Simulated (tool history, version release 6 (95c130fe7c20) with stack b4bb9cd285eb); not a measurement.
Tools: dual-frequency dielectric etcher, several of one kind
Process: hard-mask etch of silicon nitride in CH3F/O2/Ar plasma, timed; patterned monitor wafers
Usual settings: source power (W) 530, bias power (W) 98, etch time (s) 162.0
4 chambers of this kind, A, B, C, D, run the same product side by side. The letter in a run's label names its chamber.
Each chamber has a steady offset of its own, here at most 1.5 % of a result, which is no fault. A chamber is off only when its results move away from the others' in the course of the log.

run,hour,source power (W),bias power (W),etch time (s),"read-back reference wafer on the same gauge, depth_nm",mean etch depth across the wafer (Å)
1B,5.3,530,98,162.0,151.92,1395.6
2D,10.3,530,98,162.0,151.92,1400.6
3A,15.1,530,98,162.0,151.96,1407.7
4C,19.9,530,98,162.0,151.94,1423.6
5A,23.9,530,98,162.0,152.18,1403.8
6D,27.3,530,98,162.0,151.89,1397.6
7C,32.4,600,98,207.5,151.94,1909.3
8B,36.0,600,98,207.5,152.11,1872.3
# hour 37.5: chamber C: wet clean of the chamber
9C,39.1,600,98,207.5,152.05,1844.7
10D,42.6,600,98,207.5,151.93,1874.7
11A,46.2,530,98,162.0,151.98,1415.7
12B,48.8,530,98,162.0,152.07,1404.4
13C,53.1,530,98,162.0,151.86,1382.8
14A,55.7,530,98,162.0,151.97,1412.6
15B,59.5,530,98,162.0,151.95,1396.9
# hour 62.3: chamber D: wet clean of the chamber
16D,62.9,530,98,162.0,152.02,1396.5
17C,66.4,600,112,162.0,152.03,1525.4
18D,71.6,600,112,162.0,151.99,1536.2
19A,75.7,600,112,162.0,152.07,1548.8
20B,79.4,600,112,162.0,151.99,1545.8
21A,82.7,530,98,162.0,151.89,1404.0
22B,86.1,530,98,162.0,151.97,1405.8
23D,89.3,590,98,162.0,152.03,1459.7
24C,93.7,590,98,162.0,151.97,1436.5

Next, every chamber runs the same settings. What will each give?
25A,97.4,530,82,162.0,,?
25B,97.4,530,82,162.0,,?
25C,97.4,530,82,162.0,,?
25D,97.4,530,82,162.0,,?

run,mean etch depth across the wafer (Å)
25A,1326.9
25B,1317.5
25C,1291.9
25D,1318.7
